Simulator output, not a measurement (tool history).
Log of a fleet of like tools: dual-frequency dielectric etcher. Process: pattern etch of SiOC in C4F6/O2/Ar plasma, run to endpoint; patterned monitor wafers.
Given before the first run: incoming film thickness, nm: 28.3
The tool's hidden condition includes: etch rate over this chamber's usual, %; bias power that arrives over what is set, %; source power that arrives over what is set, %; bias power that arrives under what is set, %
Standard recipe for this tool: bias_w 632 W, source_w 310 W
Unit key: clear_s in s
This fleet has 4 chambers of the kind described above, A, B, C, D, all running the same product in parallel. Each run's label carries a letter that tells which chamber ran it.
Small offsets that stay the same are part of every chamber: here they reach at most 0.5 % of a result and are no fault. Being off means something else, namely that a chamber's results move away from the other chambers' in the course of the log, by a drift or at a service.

run,hour,bias_w,source_w,hours since the last wet clean,hours since the last bias power generator calibration,hours since the last source power generator calibration,clear_s
# hour 6.7: chamber C: wet clean of the chamber
1B,7.2,632,310,365.0,535.5,259.6,9.6078
2A,18.0,632,310,631.8,2635.9,1189.0,9.5018
3C,27.6,632,310,20.9,1569.4,651.4,9.5127
4D,32.8,632,310,447.9,1794.1,1410.5,9.5468
5D,43.6,632,310,458.7,1804.9,1421.3,9.5152
# hour 45.6: chamber A: wet clean of the chamber
6C,51.6,632,310,44.9,1593.4,675.4,9.5017
7A,63.5,632,310,18.0,2681.4,1234.5,9.4882
8B,73.8,632,310,431.6,602.1,326.2,9.6442
# hour 83.1: chamber D: wet clean of the chamber
9D,85.3,632,310,2.2,1846.6,1463.0,9.5821
10A,91.8,497,260,46.3,2709.7,1262.8,11.2200
11C,98.7,497,260,92.0,1640.5,722.5,11.1300
12B,110.4,497,260,468.2,638.7,362.8,11.2890
13A,116.9,497,260,71.4,2734.8,1287.9,11.1430
14C,127.6,499,240,120.9,1669.4,751.4,11.4150
15D,135.3,499,240,52.2,1896.6,1513.0,11.5770
16B,143.5,499,240,501.3,671.8,395.9,11.5630
17B,151.8,499,240,509.6,680.1,404.2,11.5610
18A,159.1,632,310,113.6,2777.0,1330.1,9.5687
19D,168.1,632,310,85.0,1929.4,1545.8,9.4966
20C,179.2,632,310,172.5,1721.0,803.0,9.5350
21C,184.6,632,310,177.9,1726.4,808.4,9.5152
22D,191.3,632,270,108.2,1952.6,1569.0,9.9939
23B,198.2,632,270,556.0,726.5,450.6,10.1300
24A,204.0,632,270,158.5,2821.9,1375.0,10.0120
25B,212.8,632,270,570.6,741.1,465.2,10.0840
26C,218.4,632,310,211.7,1760.2,842.2,9.5008
27D,228.9,540,270,145.8,1990.2,1606.6,10.6440
# hour 231.1: chamber A: bias power generator calibrated
28A,239.7,540,270,194.2,8.7,1410.7,10.7350
29C,251.3,540,270,244.6,1793.1,875.1,10.5970
30B,263.0,540,270,620.8,791.3,515.4,10.8120
31A,270.7,632,310,225.2,39.7,1441.7,9.5137
32D,279.7,632,310,196.6,2041.0,1657.4,9.5611
33C,288.4,632,310,281.7,1830.2,912.2,9.5655
34D,297.5,632,310,214.4,2058.8,1675.2,9.5541
# hour 302.8: chamber B: wet clean of the chamber
35B,306.1,632,310,3.3,834.4,558.5,9.6445
36A,313.1,632,310,267.6,82.1,1484.1,9.5596

One chamber off, gauge drift, or nothing amiss beyond the chambers' own small offsets? If it is a chamber, which one, and what is the likeliest cause?

Nothing is wrong: each chamber keeps only its own small, steady offset and the gauge holds still.
